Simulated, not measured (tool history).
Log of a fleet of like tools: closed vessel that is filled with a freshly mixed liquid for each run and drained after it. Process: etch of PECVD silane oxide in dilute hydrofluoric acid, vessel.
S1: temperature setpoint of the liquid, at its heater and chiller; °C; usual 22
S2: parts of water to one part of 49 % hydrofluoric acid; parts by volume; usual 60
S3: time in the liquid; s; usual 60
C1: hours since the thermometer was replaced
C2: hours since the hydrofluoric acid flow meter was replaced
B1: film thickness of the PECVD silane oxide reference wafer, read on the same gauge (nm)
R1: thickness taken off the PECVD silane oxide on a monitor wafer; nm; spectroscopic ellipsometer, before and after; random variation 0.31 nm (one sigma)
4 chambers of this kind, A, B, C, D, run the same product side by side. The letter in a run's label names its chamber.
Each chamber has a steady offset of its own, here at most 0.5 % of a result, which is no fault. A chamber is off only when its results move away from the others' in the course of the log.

Run 1C, hour 3.2: usual settings; C1 1078.4; C2 141.9; B1 40.005. Result: R1 48.082 nm.
Run 2B, hour 6.6: usual settings; C1 757.7; C2 59.5; B1 39.978. Result: R1 48.484 nm.
Run 3D, hour 10.5: usual settings; C1 849.3; C2 331.1; B1 40. Result: R1 48.518 nm.
Run 4A, hour 14.6: usual settings; C1 1723.3; C2 1422.8; B1 39.999. Result: R1 48.452 nm.
Run 5D, hour 19.1: usual settings; C1 857.9; C2 339.7; B1 40.014. Result: R1 47.956 nm.
Run 6B, hour 22.9: usual settings; C1 774; C2 75.8; B1 39.998. Result: R1 48.591 nm.
Run 7A, hour 25.9: usual settings; C1 1734.6; C2 1434.1; B1 40.008. Result: R1 48.647 nm.
Run 8C, hour 30.5: usual settings; C1 1105.7; C2 169.2; B1 39.981. Result: R1 48.145 nm.
Run 9A, hour 33.8: usual settings; C1 1742.5; C2 1442; B1 40.018. Result: R1 48.269 nm.
Run 10D, hour 38: usual settings; C1 876.8; C2 358.6; B1 39.969. Result: R1 48.466 nm.
Run 11C, hour 42.8: usual settings; C1 1118; C2 181.5; B1 39.981. Result: R1 48.178 nm.
Run 12B, hour 46.5: usual settings; C1 797.6; C2 99.4; B1 39.981. Result: R1 48.291 nm.
Run 13C, hour 50.6: usual settings; C1 1125.8; C2 189.3; B1 39.989. Result: R1 48.412 nm.
Run 14A, hour 54.4: usual settings; C1 1763.1; C2 1462.6; B1 39.993. Result: R1 48.774 nm.
Run 15B, hour 57.1: usual settings; C1 808.2; C2 110; B1 39.994. Result: R1 48.593 nm.
Run 16D, hour 61.8: usual settings; C1 900.6; C2 382.4; B1 39.989. Result: R1 48.953 nm.
Run 17C, hour 66.4: usual settings; C1 1141.6; C2 205.1; B1 39.985. Result: R1 47.72 nm.
Run 18B, hour 68.8: usual settings; C1 819.9; C2 121.7; B1 39.999. Result: R1 48.206 nm.
Run 19D, hour 73.3: usual settings; C1 912.1; C2 393.9; B1 39.983. Result: R1 48.813 nm.
Run 20A, hour 76: usual settings; C1 1784.7; C2 1484.2; B1 39.985. Result: R1 48.668 nm.
Run 21D, hour 80.1: usual settings; C1 918.9; C2 400.7; B1 39.958. Result: R1 49.029 nm.
Run 22B, hour 83.8: usual settings; C1 834.9; C2 136.7; B1 39.99. Result: R1 48.079 nm.
Run 23A, hour 88.7: usual settings; C1 1797.4; C2 1496.9; B1 39.996. Result: R1 48.339 nm.
Run 24C, hour 93.5: usual settings; C1 1168.7; C2 232.2; B1 40.001. Result: R1 48.048 nm.
Run 25C, hour 96.1: usual settings; C1 1171.3; C2 234.8; B1 39.99. Result: R1 48.295 nm.
Run 26A, hour 99.2: usual settings; C1 1807.9; C2 1507.4; B1 39.995. Result: R1 47.957 nm.
Run 27D, hour 103.7: usual settings; C1 942.5; C2 424.3; B1 40.013. Result: R1 49.258 nm.
Run 28B, hour 106.8: usual settings; C1 857.9; C2 159.7; B1 40.014. Result: R1 47.822 nm.
Run 29A, hour 109.4: usual settings; C1 1818.1; C2 1517.6; B1 39.99. Result: R1 48.721 nm.
Run 30D, hour 112.7: usual settings; C1 951.5; C2 433.3; B1 39.989. Result: R1 49.779 nm.
Run 31B, hour 117.1: usual settings; C1 868.2; C2 170; B1 39.988. Result: R1 48.166 nm.
Run 32C, hour 120.9: usual settings; C1 1196.1; C2 259.6; B1 40.024. Result: R1 48.636 nm.
Run 33B, hour 123.8: usual settings but S1 25 °C, S2 35 parts by volume; C1 874.9; C2 176.7; B1 40.014. Result: R1 95.302 nm.
Run 34A, hour 127.6: usual settings but S1 25 °C, S2 35 parts by volume; C1 1836.3; C2 1535.8; B1 40.016. Result: R1 97.566 nm.
Run 35C, hour 131.7: usual settings but S1 25 °C, S2 35 parts by volume; C1 1206.9; C2 270.4; B1 40.027. Result: R1 97.892 nm.
Run 36D, hour 135: usual settings but S1 25 °C, S2 35 parts by volume; C1 973.8; C2 455.6; B1 40.014. Result: R1 100.42 nm.
Run 37B, hour 137.6: usual settings; C1 888.7; C2 190.5; B1 40.002. Result: R1 48.045 nm.
Run 38A, hour 140.6: usual settings; C1 1849.3; C2 1548.8; B1 39.966. Result: R1 48.034 nm.

What goes on in this fleet: one chamber off, a drifting gauge, or nothing beyond the chambers' own small offsets? Name the chamber and the cause, if any.

Chamber D drifts away from the others.
Cause: hydrofluoric acid flow above the setpoint (%) = 3.78.
The log may not tell that from: liquid hotter than its thermometer reads (K).

Here are 4 candidates for chamber D's next run, each the usual settings with a change, their results left as question marks. Which one brings its results back in line with what the others give on the usual settings?
In line means no further than this from the other chambers' mean on the usual settings: R1 1.1 nm
Run 39D-1, hour 144.4: usual settings but S1 23 °C. Result: R1 ?.
Run 39D-2, hour 144.4: usual settings but S3 65 s. Result: R1 ?.
Run 39D-3, hour 144.4: usual settings but S1 21 °C. Result: R1 ?.
Run 39D-4, hour 144.4: usual settings but S2 65 parts by volume. Result: R1 ?.

The other chambers' mean on the usual settings: R1 48.279 nm
  run      R1
39D-1  52.386
39D-2  54.427
39D-3  48.165
39D-4  46.089
39D-3 brings the chamber back in line.

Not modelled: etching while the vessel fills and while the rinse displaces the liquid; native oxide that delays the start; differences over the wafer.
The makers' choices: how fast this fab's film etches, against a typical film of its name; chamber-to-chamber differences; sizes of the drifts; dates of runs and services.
